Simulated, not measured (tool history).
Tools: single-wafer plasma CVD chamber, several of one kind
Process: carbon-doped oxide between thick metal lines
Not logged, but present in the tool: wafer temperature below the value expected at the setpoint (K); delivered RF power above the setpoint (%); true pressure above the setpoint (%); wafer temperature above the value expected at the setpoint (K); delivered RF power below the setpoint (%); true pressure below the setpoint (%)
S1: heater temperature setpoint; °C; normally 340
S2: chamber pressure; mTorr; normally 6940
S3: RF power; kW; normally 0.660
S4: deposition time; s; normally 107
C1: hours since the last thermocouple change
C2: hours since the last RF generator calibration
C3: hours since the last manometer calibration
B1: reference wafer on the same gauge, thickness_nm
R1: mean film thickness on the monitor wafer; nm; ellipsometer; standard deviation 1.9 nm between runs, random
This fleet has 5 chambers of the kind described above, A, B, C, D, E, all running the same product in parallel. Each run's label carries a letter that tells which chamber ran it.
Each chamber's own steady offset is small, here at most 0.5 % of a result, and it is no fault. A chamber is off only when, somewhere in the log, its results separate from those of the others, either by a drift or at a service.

run	hour	S1	S2	S3	S4	C1	C2	C3	B1	R1
1D	6.4	340	6940	0.660	107	182.3	150.3	1358.9	673.00	683.63
2E	11.0	340	6940	0.660	107	1214.3	2504.9	1316.6	673.26	680.15
3B	15.1	340	6940	0.660	107	559.7	440.3	1077.9	673.41	685.97
4C	21.4	340	6940	0.660	107	1655.7	1135.8	1834.4	672.98	681.25
5A	25.6	340	6940	0.660	107	309.0	167.6	558.3	673.17	682.06
6A	28.9	340	6940	0.660	107	312.3	170.9	561.6	673.19	682.84
7B	35.9	340	6940	0.660	107	580.5	461.1	1098.7	673.02	683.91
8C	43.3	340	6940	0.660	107	1677.6	1157.7	1856.3	673.06	677.43
9E	48.2	326	5480	0.660	107	1251.5	2542.1	1353.8	673.11	695.21
10D	55.5	326	5480	0.660	107	231.4	199.4	1408.0	672.94	694.10
11B	61.7	326	5480	0.660	107	606.3	486.9	1124.5	672.57	692.91
12D	67.0	326	5480	0.660	107	242.9	210.9	1419.5	672.73	692.38
13C	72.4	326	5480	0.660	107	1706.7	1186.8	1885.4	673.41	692.17
14A	77.0	340	7760	0.620	107	360.4	219.0	609.7	673.28	663.35
15E	81.6	340	7760	0.620	107	1284.9	2575.5	1387.2	673.11	663.39
16C	85.0	340	7760	0.620	107	1719.3	1199.4	1898.0	672.98	661.60
17E	90.4	340	7760	0.620	107	1293.7	2584.3	1396.0	673.44	660.05
18B	94.7	340	7760	0.620	107	639.3	519.9	1157.5	673.64	666.94
19D	100.6	340	6940	0.660	107	276.5	244.5	1453.1	673.37	687.16
20A	107.4	340	6940	0.660	107	390.8	249.4	640.1	673.21	682.12
21E	112.9	340	6940	0.660	107	1316.2	2606.8	1418.5	672.91	678.39
22B	119.1	340	6940	0.660	107	663.7	544.3	1181.9	672.77	680.77
23D	122.6	340	6940	0.660	107	298.5	266.5	1475.1	672.66	680.81
24A	126.6	340	6940	0.660	107	410.0	268.6	659.3	672.49	684.52
25C	132.2	340	6940	0.660	107	1766.5	1246.6	1945.2	672.99	674.57
26D	135.7	340	6940	0.660	107	311.6	279.6	1488.2	672.74	681.91
27B	139.6	340	6940	0.660	107	684.2	564.8	1202.4	673.31	676.90
28E	146.7	340	6940	0.660	107	1350.0	2640.6	1452.3	673.08	681.13
# hour 149.7: chamber C: thermocouple changed; heater temperature recalibrated
29A	150.8	340	6940	0.660	107	434.2	292.8	683.5	672.79	685.40
30C	157.1	340	6940	0.660	107	7.4	1271.5	1970.1	673.52	679.86
31A	160.6	340	6940	0.660	107	444.0	302.6	693.3	673.03	683.20
32D	165.2	340	6940	0.660	107	341.1	309.1	1517.7	672.95	683.33
# hour 171.4: chamber E: thermocouple changed; heater temperature recalibrated
33C	171.4	340	6940	0.660	107	21.7	1285.8	1984.4	672.89	682.37
34E	176.3	340	6940	0.660	107	4.9	2670.2	1481.9	673.18	683.24
35B	181.7	340	6940	0.660	107	726.3	606.9	1244.5	672.59	669.56
36C	189.0	340	6940	0.660	107	39.3	1303.4	2002.0	673.53	677.95
37E	193.0	340	6940	0.660	107	21.6	2686.9	1498.6	673.12	684.11
38A	199.6	340	6940	0.660	107	483.0	341.6	732.3	673.59	684.34
39B	207.0	340	6940	0.660	107	751.6	632.2	1269.8	673.40	666.55
40D	212.7	340	6940	0.660	107	388.6	356.6	1565.2	673.19	682.84
41A	217.6	340	6940	0.610	93	501.0	359.6	750.3	672.68	565.72

All 5 chambers run these settings next. Forecast each chamber's results:
42A	223.0	346	6940	0.660	107					?
42B	223.0	346	6940	0.660	107					?
42C	223.0	346	6940	0.660	107					?
42D	223.0	346	6940	0.660	107					?
42E	223.0	346	6940	0.660	107					?

run	R1
42A	674.21
42B	652.84
42C	668.70
42D	672.91
42E	673.26
